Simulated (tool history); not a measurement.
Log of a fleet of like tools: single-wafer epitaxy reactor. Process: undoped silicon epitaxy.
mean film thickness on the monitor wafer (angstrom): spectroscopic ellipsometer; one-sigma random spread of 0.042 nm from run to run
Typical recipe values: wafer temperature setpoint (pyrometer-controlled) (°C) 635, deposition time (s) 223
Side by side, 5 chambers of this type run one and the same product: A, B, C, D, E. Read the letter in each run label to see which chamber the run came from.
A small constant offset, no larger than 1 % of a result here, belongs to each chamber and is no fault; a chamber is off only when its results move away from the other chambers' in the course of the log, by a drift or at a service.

run	hour	wafer temperature setpoint (pyrometer-controlled) (°C)	deposition time (s)	read-back reference wafer on the same gauge, thickness_nm	mean film thickness on the monitor wafer (angstrom)
1B	7.1	635	223	27.403	266.72
2A	14.0	635	223	27.395	269.53
3C	25.0	635	223	27.379	268.79
4D	32.7	635	223	27.385	268.13
5E	40.7	635	223	27.371	268.52
6A	48.8	635	223	27.370	268.89
7C	56.8	635	223	27.370	268.62
8D	64.8	635	223	27.370	268.21
9E	74.8	635	223	27.348	267.85
10B	85.4	635	223	27.356	266.03
11C	96.3	635	223	27.344	267.85
12D	101.6	635	223	27.338	267.19
13B	107.6	635	223	27.335	265.89
14E	118.1	635	223	27.328	268.52
15A	124.1	635	223	27.319	268.30
16E	131.1	621	245	27.318	214.53
17B	140.8	621	245	27.308	211.24
18C	147.0	621	245	27.322	213.49
19A	152.7	621	245	27.311	213.01
20D	161.9	621	245	27.309	213.03
21E	172.7	635	223	27.293	267.77
# hour 172.8: chamber C: pyrometer calibrated
22D	179.2	635	223	27.298	267.52
23C	188.9	635	223	27.289	268.80
24A	199.8	635	223	27.287	268.01
25B	207.4	635	223	27.282	265.28
26A	218.1	635	223	27.265	268.59
27C	224.0	635	223	27.266	267.94
28E	232.3	635	223	27.261	267.62
29B	240.3	635	223	27.266	265.30
30D	250.2	635	223	27.246	266.33
# hour 251.3: chamber E: pyrometer calibrated
31C	260.7	635	223	27.258	268.49
32B	268.8	629	261	27.246	269.71
33D	274.4	629	261	27.243	272.07
34A	279.9	629	261	27.234	272.44
35E	287.7	629	261	27.240	273.63
36E	297.5	629	261	27.223	273.38

For the next run the whole fleet of 5 chambers uses the same settings. Give each chamber's results:
37A	305.4	635	223		?
37B	305.4	635	223		?
37C	305.4	635	223		?
37D	305.4	635	223		?
37E	305.4	635	223		?

run	mean film thickness on the monitor wafer (angstrom)
37A	266.76
37B	265.42
37C	267.17
37D	267.20
37E	268.22
